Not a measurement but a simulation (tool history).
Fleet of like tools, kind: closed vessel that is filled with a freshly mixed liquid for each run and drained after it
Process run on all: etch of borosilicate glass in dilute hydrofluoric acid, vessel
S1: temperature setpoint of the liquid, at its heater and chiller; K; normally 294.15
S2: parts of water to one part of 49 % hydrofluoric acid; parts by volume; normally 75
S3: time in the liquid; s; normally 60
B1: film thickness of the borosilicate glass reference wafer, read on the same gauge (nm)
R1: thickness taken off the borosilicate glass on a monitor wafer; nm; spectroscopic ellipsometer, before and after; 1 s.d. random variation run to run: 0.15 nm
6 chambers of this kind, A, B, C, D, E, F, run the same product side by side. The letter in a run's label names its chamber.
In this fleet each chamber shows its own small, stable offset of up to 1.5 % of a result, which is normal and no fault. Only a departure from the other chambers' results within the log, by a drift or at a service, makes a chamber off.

{"run": "1C", "hour": 8.5, "S1": 294.15, "S2": 75, "S3": 60, "B1": 59.995, "R1": 26.384}
{"run": "2F", "hour": 17.3, "S1": 294.15, "S2": 75, "S3": 60, "B1": 59.989, "R1": 26.212}
{"run": "3E", "hour": 28.3, "S1": 294.15, "S2": 75, "S3": 60, "B1": 60.007, "R1": 26.231}
{"run": "4D", "hour": 39.4, "S1": 294.15, "S2": 75, "S3": 60, "B1": 60.006, "R1": 25.993}
{"run": "5A", "hour": 52.2, "S1": 294.15, "S2": 75, "S3": 60, "B1": 60.002, "R1": 25.835}
{"run": "6B", "hour": 67.2, "S1": 294.15, "S2": 75, "S3": 60, "B1": 59.988, "R1": 26.39}
{"run": "7C", "hour": 78.6, "S1": 294.15, "S2": 75, "S3": 60, "B1": 60.008, "R1": 26.121}
{"run": "8D", "hour": 91.5, "S1": 294.15, "S2": 75, "S3": 60, "B1": 59.984, "R1": 26.162}
{"run": "9F", "hour": 105.2, "S1": 294.15, "S2": 75, "S3": 60, "B1": 59.976, "R1": 26.485}
{"run": "10B", "hour": 118.9, "S1": 294.15, "S2": 75, "S3": 60, "B1": 59.981, "R1": 26.691}
{"run": "11A", "hour": 135.4, "S1": 294.15, "S2": 75, "S3": 60, "B1": 59.991, "R1": 26.168}
{"hour": 137.1, "done": "chamber E: hydrofluoric acid flow meter replaced"}
{"run": "12E", "hour": 142.6, "S1": 294.15, "S2": 75, "S3": 60, "B1": 59.987, "R1": 26.044}
{"run": "13F", "hour": 152.8, "S1": 298.15, "S2": 75, "S3": 60, "B1": 60.031, "R1": 31.177}
{"run": "14B", "hour": 166.2, "S1": 298.15, "S2": 75, "S3": 60, "B1": 59.982, "R1": 31.244}
{"hour": 166.5, "done": "chamber C: hydrofluoric acid flow meter replaced"}
{"run": "15A", "hour": 182.6, "S1": 298.15, "S2": 75, "S3": 60, "B1": 60.014, "R1": 31.031}
{"run": "16D", "hour": 191.2, "S1": 298.15, "S2": 75, "S3": 60, "B1": 60.004, "R1": 30.507}
{"run": "17C", "hour": 206.9, "S1": 298.15, "S2": 75, "S3": 60, "B1": 59.996, "R1": 30.946}
{"run": "18E", "hour": 219.4, "S1": 298.15, "S2": 75, "S3": 60, "B1": 60.003, "R1": 30.746}
{"run": "19E", "hour": 232.6, "S1": 294.15, "S2": 75, "S3": 60, "B1": 60.002, "R1": 26.064}
{"run": "20B", "hour": 247.7, "S1": 294.15, "S2": 75, "S3": 60, "B1": 60.016, "R1": 26.48}
{"run": "21A", "hour": 257.9, "S1": 294.15, "S2": 75, "S3": 60, "B1": 60.003, "R1": 26.582}
{"run": "22D", "hour": 268.4, "S1": 294.15, "S2": 75, "S3": 60, "B1": 59.993, "R1": 26.094}
{"run": "23C", "hour": 282.0, "S1": 294.15, "S2": 75, "S3": 60, "B1": 60.0, "R1": 26.099}
{"run": "24F", "hour": 297.2, "S1": 294.15, "S2": 75, "S3": 35, "B1": 59.985, "R1": 15.285}
{"run": "25D", "hour": 308.6, "S1": 294.15, "S2": 75, "S3": 35, "B1": 60.01, "R1": 15.186}
{"run": "26B", "hour": 319.9, "S1": 294.15, "S2": 75, "S3": 35, "B1": 60.016, "R1": 15.415}
{"run": "27A", "hour": 332.6, "S1": 294.15, "S2": 75, "S3": 35, "B1": 60.0, "R1": 15.929}
{"run": "28F", "hour": 342.0, "S1": 294.15, "S2": 75, "S3": 35, "B1": 59.987, "R1": 15.176}
{"run": "29E", "hour": 352.7, "S1": 294.15, "S2": 75, "S3": 35, "B1": 60.025, "R1": 15.058}
{"hour": 363.4, "done": "chamber B: hydrofluoric acid flow meter replaced"}
{"run": "30C", "hour": 364.1, "S1": 294.15, "S2": 60, "S3": 70, "B1": 59.987, "R1": 38.719}
{"run": "31A", "hour": 376.3, "S1": 294.15, "S2": 60, "S3": 70, "B1": 59.984, "R1": 41.267}
{"run": "32F", "hour": 388.6, "S1": 294.15, "S2": 60, "S3": 70, "B1": 59.99, "R1": 39.031}
{"run": "33D", "hour": 400.7, "S1": 294.15, "S2": 60, "S3": 70, "B1": 59.995, "R1": 38.203}
{"run": "34E", "hour": 411.9, "S1": 294.15, "S2": 60, "S3": 70, "B1": 59.991, "R1": 38.781}
{"run": "35C", "hour": 423.5, "S1": 294.15, "S2": 60, "S3": 70, "B1": 60.006, "R1": 39.318}
{"run": "36B", "hour": 431.8, "S1": 297.15, "S2": 75, "S3": 60, "B1": 60.011, "R1": 30.124}

Next, every chamber runs the same settings. What will each give?
{"run": "37A", "hour": 443.6, "S1": 297.15, "S2": 75, "S3": 60, "R1": "?"}
{"run": "37B", "hour": 443.6, "S1": 297.15, "S2": 75, "S3": 60, "R1": "?"}
{"run": "37C", "hour": 443.6, "S1": 297.15, "S2": 75, "S3": 60, "R1": "?"}
{"run": "37D", "hour": 443.6, "S1": 297.15, "S2": 75, "S3": 60, "R1": "?"}
{"run": "37E", "hour": 443.6, "S1": 297.15, "S2": 75, "S3": 60, "R1": "?"}
{"run": "37F", "hour": 443.6, "S1": 297.15, "S2": 75, "S3": 60, "R1": "?"}

run=37A R1=31.387
run=37B R1=29.842
run=37C R1=29.388
run=37D R1=29.170
run=37E R1=29.708
run=37F R1=29.735

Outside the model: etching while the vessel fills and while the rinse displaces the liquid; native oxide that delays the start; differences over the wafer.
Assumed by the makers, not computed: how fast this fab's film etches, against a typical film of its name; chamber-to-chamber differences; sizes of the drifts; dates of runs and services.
